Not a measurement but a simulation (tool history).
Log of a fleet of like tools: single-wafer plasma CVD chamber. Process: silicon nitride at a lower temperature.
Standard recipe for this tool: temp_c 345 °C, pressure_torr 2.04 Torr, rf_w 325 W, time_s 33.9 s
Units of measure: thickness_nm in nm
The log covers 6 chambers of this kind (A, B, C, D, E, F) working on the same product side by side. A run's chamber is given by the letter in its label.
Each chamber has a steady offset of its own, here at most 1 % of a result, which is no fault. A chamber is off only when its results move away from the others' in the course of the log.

run   hour  temp_c  pressure_torr  rf_w  time_s  hours since the last thermocouple change  hours since the last RF generator calibration  hours since the last manometer calibration  read-back reference wafer on the same gauge, thickness_nm  thickness_nm
 1F    6.3     345           2.04   325    33.9                                    2034.8                                         1243.1                                      1107.6                                                     50.103        44.933
 2E   10.3     345           2.04   325    33.9                                     343.8                                          880.6                                      1967.2                                                     50.107        44.814
 3B   16.9     345           2.04   325    33.9                                     687.1                                          203.4                                      1616.5                                                      50.12        45.135
 4C   24.9     345           2.04   325    33.9                                    1689.9                                          558.2                                        44.2                                                     50.124        44.934
 5A   29.4     345           2.04   325    33.9                                    1588.6                                         1445.6                                       144.7                                                     50.124        44.703
 6D   33.6     345           2.04   325    33.9                                    1779.5                                         1630.6                                       218.5                                                     50.143         45.36
 7C   37.5     345           2.04   325    33.9                                    1702.5                                          570.8                                        56.8                                                     50.141         45.07
 8D   41.7     345           2.04   280    33.9                                    1787.6                                         1638.7                                       226.6                                                     50.164        41.132
 9F   49.5     345           2.04   280    33.9                                      2078                                         1286.3                                      1150.8                                                     50.165        40.691
10E     54     345           2.04   280    33.9                                     387.5                                          924.3                                      2010.9                                                     50.153        40.791
11A     62     345           2.04   280    33.9                                    1621.2                                         1478.2                                       177.3                                                     50.163        40.465
12B   68.8     345           2.04   280    33.9                                       739                                          255.3                                      1668.4                                                     50.177        41.031
13A   73.3     345           2.04   280    33.9                                    1632.5                                         1489.5                                       188.6                                                     50.182        40.393
14C   80.7     345           2.04   325    33.9                                    1745.7                                            614                                         100                                                     50.201        45.108
15D   85.1     345           2.04   325    33.9                                      1831                                         1682.1                                         270                                                     50.197        45.462
16B   89.1     345           2.04   325    30.2                                     759.3                                          275.6                                      1688.7                                                     50.196         40.22
17E     96     345           2.04   325    30.2                                     429.5                                          966.3                                      2052.9                                                     50.205        40.032
18F  101.8     345           2.04   325    30.2                                    2130.3                                         1338.6                                      1203.1                                                     50.226        40.159
19D    106     345           2.04   325    30.2                                    1851.9                                           1703                                       290.9                                                     50.204        40.528
20B  112.2     345           2.04   325    30.2                                     782.4                                          298.7                                      1711.8                                                     50.222        40.241
     115.7  -- chamber D: thermocouple changed; heater temperature recalibrated
21E  118.2     345           2.04   325    30.2                                     451.7                                          988.5                                      2075.1                                                     50.235        40.016
22A  122.6     345           2.04   325    33.9                                    1681.8                                         1538.8                                       237.9                                                     50.239        44.659
23C  127.8     345           2.04   325    33.9                                    1792.8                                          661.1                                       147.1                                                     50.236        45.098
24F  131.9     345           2.04   325    33.9                                    2160.4                                         1368.7                                      1233.2                                                     50.227        45.075
25D  138.5     345           2.04   280    33.9                                      22.9                                         1735.5                                       323.4                                                     50.238         41.27
26A  144.4     345           2.04   280    33.9                                    1703.6                                         1560.6                                       259.7                                                     50.255        40.452
27B  150.1     345           2.04   280    33.9                                     820.3                                          336.6                                      1749.7                                                     50.264        40.995
28C  153.7     345           2.04   280    33.9                                    1818.7                                            687                                         173                                                     50.272        40.866
29F    160     345           2.04   280    33.9                                    2188.5                                         1396.8                                      1261.3                                                     50.284        40.801
30E  167.6     345           2.04   280    33.9                                     501.1                                         1037.9                                      2124.5                                                     50.275        40.805
31C  174.3     345           2.04   325    33.9                                    1839.3                                          707.6                                       193.6                                                     50.297        45.229
32A  181.1     345           2.04   325    33.9                                    1740.3                                         1597.3                                       296.4                                                     50.299        44.711
33F  185.7     345           2.04   325    33.9                                    2214.2                                         1422.5                                        1287                                                     50.295        45.059
34E  192.6     345           2.04   325    33.9                                     526.1                                         1062.9                                      2149.5                                                     50.316        45.073
35D  198.8     345           2.04   325    40.3                                      83.2                                         1795.8                                       383.7                                                     50.318        53.969
36B  204.2     345           2.04   325    40.3                                     874.4                                          390.7                                      1803.8                                                     50.326         53.88
37A    211     345           2.04   325    40.3                                    1770.2                                         1627.2                                       326.3                                                     50.329        53.324
38E  216.4     345           2.04   325    40.3                                     549.9                                         1086.7                                      2173.3                                                     50.329        53.512
39C  223.3     345           2.04   325    40.3                                    1888.3                                          756.6                                       242.6                                                     50.352        53.514
40D  229.3     345           2.04   325    40.3                                     113.7                                         1826.3                                       414.2                                                     50.354        54.182
41F  235.5     345           2.04   325    33.9                                      2264                                         1472.3                                      1336.8                                                     50.356        45.127

Next, every chamber runs the same settings. What will each give?
42A  241.3     345           2.37   325    33.9                                                                                                                                                                                                             ?
42B  241.3     345           2.37   325    33.9                                                                                                                                                                                                             ?
42C  241.3     345           2.37   325    33.9                                                                                                                                                                                                             ?
42D  241.3     345           2.37   325    33.9                                                                                                                                                                                                             ?
42E  241.3     345           2.37   325    33.9                                                                                                                                                                                                             ?
42F  241.3     345           2.37   325    33.9                                                                                                                                                                                                             ?

run  thickness_nm
42A        46.575
42B        47.216
42C        47.035
42D        47.253
42E        46.772
42F        46.915
